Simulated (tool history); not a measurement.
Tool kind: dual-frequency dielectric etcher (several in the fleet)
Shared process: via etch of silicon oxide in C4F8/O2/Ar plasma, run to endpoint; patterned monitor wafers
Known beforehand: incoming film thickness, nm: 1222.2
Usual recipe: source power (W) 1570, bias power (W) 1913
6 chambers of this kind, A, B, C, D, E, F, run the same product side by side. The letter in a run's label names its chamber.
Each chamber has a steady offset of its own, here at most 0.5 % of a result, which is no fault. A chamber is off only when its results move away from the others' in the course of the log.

run,hour,source power (W),bias power (W),endpoint time (s)
1F,9.5,1570,1913,267.74
2E,16.8,1570,1913,269.70
3A,24.8,1570,1913,268.91
4C,32.5,1570,1913,271.71
5B,39.8,1570,1913,267.16
6D,47.0,1570,1913,267.35
7F,58.5,1570,1913,271.26
8C,71.0,1570,1913,270.64
9A,76.6,1570,1913,270.16
10D,88.5,1360,2117,277.08
11B,99.6,1360,2117,273.91
12E,105.7,1360,2117,278.59
13C,112.9,1360,2117,278.75
14E,119.8,1360,2117,277.94
15B,127.8,1360,2117,275.91
# hour 131.1: chamber E: wet clean of the chamber
16F,137.9,1210,1913,300.95
17D,149.7,1210,1913,295.96
18A,160.0,1210,1913,297.05
19A,166.3,1210,1913,298.09
20E,178.4,1210,1913,298.85
21D,187.4,1210,1913,294.61
22B,198.0,1570,1913,266.89
23F,208.7,1570,1913,270.14
24C,216.7,1570,1913,269.78
# hour 227.6: chamber D: wet clean of the chamber
25A,227.7,1570,1913,269.79
# hour 229.3: chamber F: wet clean of the chamber
26B,237.8,1570,1913,267.75
27E,243.9,1570,1913,268.76
28D,252.2,1570,1913,267.72
29C,264.4,1570,1459,294.18
30F,270.9,1570,1459,289.41
31E,282.7,1570,1459,290.77
32B,294.8,1570,1459,292.26
33A,302.9,1570,1459,289.26
# hour 308.4: chamber A: wet clean of the chamber
34F,309.2,1570,1459,291.40
35C,316.9,1950,1913,248.84
36D,327.3,1950,1913,247.08
37C,333.7,1950,1913,247.82
38F,341.0,1950,1913,247.03
39B,349.4,1950,1913,244.80
40E,360.5,1950,1913,247.05
41D,372.9,1570,1913,266.89
42A,378.9,1570,1913,267.91

Is one chamber off against the others, does the gauge drift, or is nothing wrong? If a chamber is off, say which, and what the likeliest cause is.

No chamber stands off beyond its own small offset, and the gauge holds steady.

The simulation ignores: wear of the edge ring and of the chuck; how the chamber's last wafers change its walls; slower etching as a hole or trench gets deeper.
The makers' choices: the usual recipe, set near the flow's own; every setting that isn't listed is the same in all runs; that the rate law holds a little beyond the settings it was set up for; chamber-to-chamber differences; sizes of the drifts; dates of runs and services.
